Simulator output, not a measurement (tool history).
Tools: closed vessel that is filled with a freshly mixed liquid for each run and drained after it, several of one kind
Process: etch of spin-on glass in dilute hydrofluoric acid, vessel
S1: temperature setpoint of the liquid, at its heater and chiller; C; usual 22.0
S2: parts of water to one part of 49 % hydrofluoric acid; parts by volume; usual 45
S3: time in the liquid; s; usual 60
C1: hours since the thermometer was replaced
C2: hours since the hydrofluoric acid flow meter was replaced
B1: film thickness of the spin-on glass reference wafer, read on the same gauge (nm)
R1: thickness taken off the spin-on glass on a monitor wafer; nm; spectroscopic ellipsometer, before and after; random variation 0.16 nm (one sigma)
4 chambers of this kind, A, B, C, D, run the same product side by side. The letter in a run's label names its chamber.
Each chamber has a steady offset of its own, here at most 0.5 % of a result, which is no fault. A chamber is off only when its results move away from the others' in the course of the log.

run 1D hour=5.1 | S1=22.0 S2=45 S3=60 | C1=805.5 C2=879.1 | B1=40.004 | R1=39.504
run 2B hour=9.9 | S1=22.0 S2=45 S3=60 | C1=245.5 C2=1316.8 | B1=39.987 | R1=39.189
run 3A hour=15.3 | S1=22.0 S2=45 S3=60 | C1=868.8 C2=789.1 | B1=40.040 | R1=39.358
run 4C hour=18.6 | S1=22.0 S2=45 S3=60 | C1=2745.8 C2=299.2 | B1=39.972 | R1=39.386
run 5C hour=24.7 | S1=22.0 S2=45 S3=90 | C1=2751.9 C2=305.3 | B1=39.994 | R1=59.064
run 6B hour=29.6 | S1=22.0 S2=45 S3=90 | C1=265.2 C2=1336.5 | B1=39.983 | R1=58.822
run 7D hour=34.6 | S1=22.0 S2=45 S3=90 | C1=835.0 C2=908.6 | B1=40.039 | R1=58.898
run 8A hour=38.9 | S1=22.0 S2=45 S3=90 | C1=892.4 C2=812.7 | B1=39.958 | R1=59.206
run 9B hour=43.9 | S1=22.0 S2=45 S3=60 | C1=279.5 C2=1350.8 | B1=40.038 | R1=39.084
run 10D hour=46.8 | S1=22.0 S2=45 S3=60 | C1=847.2 C2=920.8 | B1=39.980 | R1=39.352
run 11A hour=51.0 | S1=22.0 S2=45 S3=60 | C1=904.5 C2=824.8 | B1=40.012 | R1=39.552
run 12C hour=56.8 | S1=24.0 S2=35 S3=60 | C1=2784.0 C2=337.4 | B1=39.991 | R1=56.061
run 13B hour=61.6 | S1=24.0 S2=35 S3=60 | C1=297.2 C2=1368.5 | B1=40.034 | R1=55.705
run 14A hour=67.9 | S1=24.0 S2=35 S3=60 | C1=921.4 C2=841.7 | B1=39.981 | R1=55.279
run 15D hour=71.5 | S1=24.0 S2=35 S3=60 | C1=871.9 C2=945.5 | B1=40.005 | R1=55.881
run 16C hour=76.3 | S1=22.0 S2=45 S3=60 | C1=2803.5 C2=356.9 | B1=40.002 | R1=39.429
run 17D hour=80.1 | S1=22.0 S2=45 S3=60 | C1=880.5 C2=954.1 | B1=40.025 | R1=39.503
run 18C hour=86.1 | S1=17.5 S2=45 S3=80 | C1=2813.3 C2=366.7 | B1=39.994 | R1=43.183
run 19B hour=92.0 | S1=17.5 S2=45 S3=80 | C1=327.6 C2=1398.9 | B1=39.983 | R1=43.006
run 20A hour=96.4 | S1=17.5 S2=45 S3=80 | C1=949.9 C2=870.2 | B1=39.967 | R1=43.022
run 21C hour=102.7 | S1=17.5 S2=45 S3=80 | C1=2829.9 C2=383.3 | B1=40.003 | R1=43.231
run 22D hour=108.9 | S1=22.0 S2=45 S3=60 | C1=909.3 C2=982.9 | B1=40.002 | R1=39.425
run 23A hour=114.3 | S1=22.0 S2=45 S3=60 | C1=967.8 C2=888.1 | B1=39.999 | R1=39.470
run 24B hour=118.7 | S1=22.0 S2=45 S3=60 | C1=354.3 C2=1425.6 | B1=40.002 | R1=39.331
run 25C hour=124.8 | S1=20.5 S2=45 S3=60 | C1=2852.0 C2=405.4 | B1=40.008 | R1=37.132
run 26B hour=131.0 | S1=20.5 S2=45 S3=60 | C1=366.6 C2=1437.9 | B1=40.006 | R1=37.004
run 27A hour=135.5 | S1=20.5 S2=45 S3=60 | C1=989.0 C2=909.3 | B1=39.975 | R1=36.729
run 28D hour=139.4 | S1=20.5 S2=45 S3=60 | C1=939.8 C2=1013.4 | B1=39.998 | R1=37.017
run 29B hour=143.1 | S1=22.0 S2=45 S3=60 | C1=378.7 C2=1450.0 | B1=39.978 | R1=39.277
run 30C hour=148.5 | S1=22.0 S2=45 S3=60 | C1=2875.7 C2=429.1 | B1=39.984 | R1=39.255
run 31D hour=153.3 | S1=22.0 S2=50 S3=60 | C1=953.7 C2=1027.3 | B1=40.034 | R1=35.125

Is one chamber off against the others, does the gauge drift, or is nothing wrong? If a chamber is off, say which, and what the likeliest cause is.

No chamber stands off beyond its own small offset, and the gauge holds steady.
